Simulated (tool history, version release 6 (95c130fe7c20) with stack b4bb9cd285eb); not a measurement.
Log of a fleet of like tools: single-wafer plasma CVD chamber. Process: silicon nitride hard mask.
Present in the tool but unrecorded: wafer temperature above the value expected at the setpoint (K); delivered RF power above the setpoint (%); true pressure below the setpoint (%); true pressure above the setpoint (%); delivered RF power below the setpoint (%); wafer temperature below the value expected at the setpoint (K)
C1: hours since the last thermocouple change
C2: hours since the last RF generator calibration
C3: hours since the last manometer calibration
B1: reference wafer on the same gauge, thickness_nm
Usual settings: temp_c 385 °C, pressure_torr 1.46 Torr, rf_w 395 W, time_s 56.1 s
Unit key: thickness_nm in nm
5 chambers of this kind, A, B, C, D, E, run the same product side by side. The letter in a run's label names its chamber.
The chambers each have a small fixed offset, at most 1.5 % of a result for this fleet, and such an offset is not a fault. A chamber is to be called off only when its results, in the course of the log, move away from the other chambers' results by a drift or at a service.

Run 1D, hour 12.9: usual settings; C1 1302.8; C2 601.9; C3 620.3; B1 81.480. Result: thickness_nm 75.567 nm.
Run 2A, hour 28.2: usual settings; C1 1562.1; C2 275.8; C3 1669.1; B1 81.532. Result: thickness_nm 75.548 nm.
Run 3B, hour 42.4: usual settings; C1 420.1; C2 661.9; C3 515.7; B1 81.444. Result: thickness_nm 74.932 nm.
Run 4E, hour 53.6: usual settings; C1 588.6; C2 302.1; C3 686.4; B1 81.564. Result: thickness_nm 74.812 nm.
Run 5C, hour 67.2: usual settings; C1 1064.0; C2 544.7; C3 249.9; B1 81.464. Result: thickness_nm 76.267 nm.
Run 6D, hour 78.0: usual settings; C1 1367.9; C2 667.0; C3 685.4; B1 81.570. Result: thickness_nm 75.763 nm.
Run 7A, hour 93.3: usual settings; C1 1627.2; C2 340.9; C3 1734.2; B1 81.519. Result: thickness_nm 75.525 nm.
Run 8E, hour 102.2: usual settings but temp_c 396 °C; C1 637.2; C2 350.7; C3 735.0; B1 81.422. Result: thickness_nm 74.363 nm.
Run 9C, hour 115.6: usual settings but temp_c 396 °C; C1 1112.4; C2 593.1; C3 298.3; B1 81.507. Result: thickness_nm 75.744 nm.
Run 10B, hour 122.9: usual settings but temp_c 396 °C; C1 500.6; C2 742.4; C3 596.2; B1 81.403. Result: thickness_nm 73.810 nm.
Run 11B, hour 137.7: usual settings but temp_c 396 °C; C1 515.4; C2 757.2; C3 611.0; B1 81.563. Result: thickness_nm 73.275 nm.
Run 12C, hour 152.2: usual settings but temp_c 396 °C; C1 1149.0; C2 629.7; C3 334.9; B1 81.484. Result: thickness_nm 74.564 nm.
Run 13A, hour 160.6: usual settings; C1 1694.5; C2 408.2; C3 1801.5; B1 81.473. Result: thickness_nm 75.058 nm.
Run 14D, hour 168.3: usual settings; C1 1458.2; C2 757.3; C3 775.7; B1 81.427. Result: thickness_nm 75.077 nm.
Run 15E, hour 181.0: usual settings; C1 716.0; C2 429.5; C3 813.8; B1 81.544. Result: thickness_nm 75.240 nm.
Run 16B, hour 192.4: usual settings; C1 570.1; C2 811.9; C3 665.7; B1 81.469. Result: thickness_nm 74.145 nm.
Run 17A, hour 204.7: usual settings; C1 1738.6; C2 452.3; C3 1845.6; B1 81.522. Result: thickness_nm 75.382 nm.
Run 18C, hour 214.3: usual settings; C1 1211.1; C2 691.8; C3 397.0; B1 81.564. Result: thickness_nm 74.885 nm.
Run 19D, hour 222.1: usual settings; C1 1512.0; C2 811.1; C3 829.5; B1 81.440. Result: thickness_nm 75.582 nm.
Run 20E, hour 234.5: usual settings but temp_c 394 °C; C1 769.5; C2 483.0; C3 867.3; B1 81.507. Result: thickness_nm 75.121 nm.
At hour 242.2: chamber E: capacitance manometer re-zeroed and calibrated.
Run 21C, hour 246.3: usual settings but temp_c 394 °C; C1 1243.1; C2 723.8; C3 429.0; B1 81.461. Result: thickness_nm 73.771 nm.
Run 22A, hour 255.7: usual settings but temp_c 394 °C; C1 1789.6; C2 503.3; C3 1896.6; B1 81.523. Result: thickness_nm 74.920 nm.
Run 23E, hour 270.8: usual settings but temp_c 394 °C; C1 805.8; C2 519.3; C3 28.7; B1 81.482. Result: thickness_nm 74.454 nm.
Run 24B, hour 286.8: usual settings but temp_c 394 °C; C1 664.5; C2 906.3; C3 760.1; B1 81.462. Result: thickness_nm 74.453 nm.
Run 25D, hour 296.3: usual settings; C1 1586.2; C2 885.3; C3 903.7; B1 81.536. Result: thickness_nm 75.834 nm.
Run 26C, hour 304.2: usual settings; C1 1301.0; C2 781.7; C3 486.9; B1 81.525. Result: thickness_nm 73.863 nm.
Run 27A, hour 319.5: usual settings but rf_w 440 W, time_s 66.7 s; C1 1853.4; C2 567.1; C3 1960.4; B1 81.534. Result: thickness_nm 95.174 nm.
Run 28E, hour 335.1: usual settings but rf_w 440 W, time_s 66.7 s; C1 870.1; C2 583.6; C3 93.0; B1 81.465. Result: thickness_nm 94.283 nm.
Run 29D, hour 351.2: usual settings but rf_w 440 W, time_s 66.7 s; C1 1641.1; C2 940.2; C3 958.6; B1 81.470. Result: thickness_nm 95.549 nm.
Run 30B, hour 367.1: usual settings but rf_w 440 W, time_s 66.7 s; C1 744.8; C2 986.6; C3 840.4; B1 81.512. Result: thickness_nm 93.354 nm.
Run 31C, hour 375.2: usual settings but rf_w 440 W, time_s 66.7 s; C1 1372.0; C2 852.7; C3 557.9; B1 81.408. Result: thickness_nm 94.011 nm.
Run 32B, hour 382.4: usual settings; C1 760.1; C2 1001.9; C3 855.7; B1 81.589. Result: thickness_nm 74.169 nm.
Run 33D, hour 395.8: usual settings; C1 1685.7; C2 984.8; C3 1003.2; B1 81.511. Result: thickness_nm 75.953 nm.
Run 34E, hour 410.5: usual settings; C1 945.5; C2 659.0; C3 168.4; B1 81.605. Result: thickness_nm 74.234 nm.
Run 35A, hour 426.2: usual settings; C1 1960.1; C2 673.8; C3 2067.1; B1 81.608. Result: thickness_nm 76.009 nm.
At hour 432.0: chamber D: thermocouple changed; heater temperature recalibrated.
Run 36D, hour 436.4: usual settings; C1 4.5; C2 1025.4; C3 1043.8; B1 81.467. Result: thickness_nm 75.623 nm.
Run 37B, hour 450.4: usual settings; C1 828.1; C2 1069.9; C3 923.7; B1 81.599. Result: thickness_nm 74.473 nm.
Run 38A, hour 459.3: usual settings; C1 1993.2; C2 706.9; C3 2100.2; B1 81.390. Result: thickness_nm 75.035 nm.
Run 39E, hour 466.9: usual settings; C1 1001.9; C2 715.4; C3 224.8; B1 81.602. Result: thickness_nm 74.662 nm.
Run 40C, hour 475.3: usual settings but pressure_torr 1.72 Torr; C1 1472.1; C2 952.8; C3 658.0; B1 81.340. Result: thickness_nm 76.821 nm.
Run 41E, hour 482.7: usual settings but pressure_torr 1.72 Torr; C1 1017.7; C2 731.2; C3 240.6; B1 81.523. Result: thickness_nm 78.789 nm.

Has any chamber moved away from the others, gradually or after a service, or does the common gauge drift, or do the chambers differ only by their own small steady offsets? State the chamber and the most likely cause if one applies.

One chamber, C, drifts off from the rest bit by bit.
Cause: delivered RF power below the setpoint (%) = 6.1.

Below are 4 candidate recipes for chamber C's next run, each the usual settings with a change, their results shown as question marks. Which of them brings C's results back in line with what the other chambers give on the usual settings?
In line here means within this much of the mean the other chambers give on the usual settings: thickness_nm 1.400 nm
Run 42C-1, hour 494.3: usual settings but pressure_torr 1.45 Torr, rf_w 390 W, time_s 55.1 s. Result: thickness_nm ?.
Run 42C-2, hour 494.3: usual settings but pressure_torr 1.50 Torr, time_s 59.1 s. Result: thickness_nm ?.
Run 42C-3, hour 494.3: usual settings but rf_w 385 W, time_s 53.6 s. Result: thickness_nm ?.
Run 42C-4, hour 494.3: usual settings but pressure_torr 1.47 Torr, rf_w 400 W, time_s 57.1 s. Result: thickness_nm ?.

The other chambers' mean on the usual settings: thickness_nm 75.049 nm
  run  thickness_nm
42C-1        71.100
42C-2        77.659
42C-3        68.758
42C-4        75.164
42C-4 puts the chamber back in line with the other chambers.
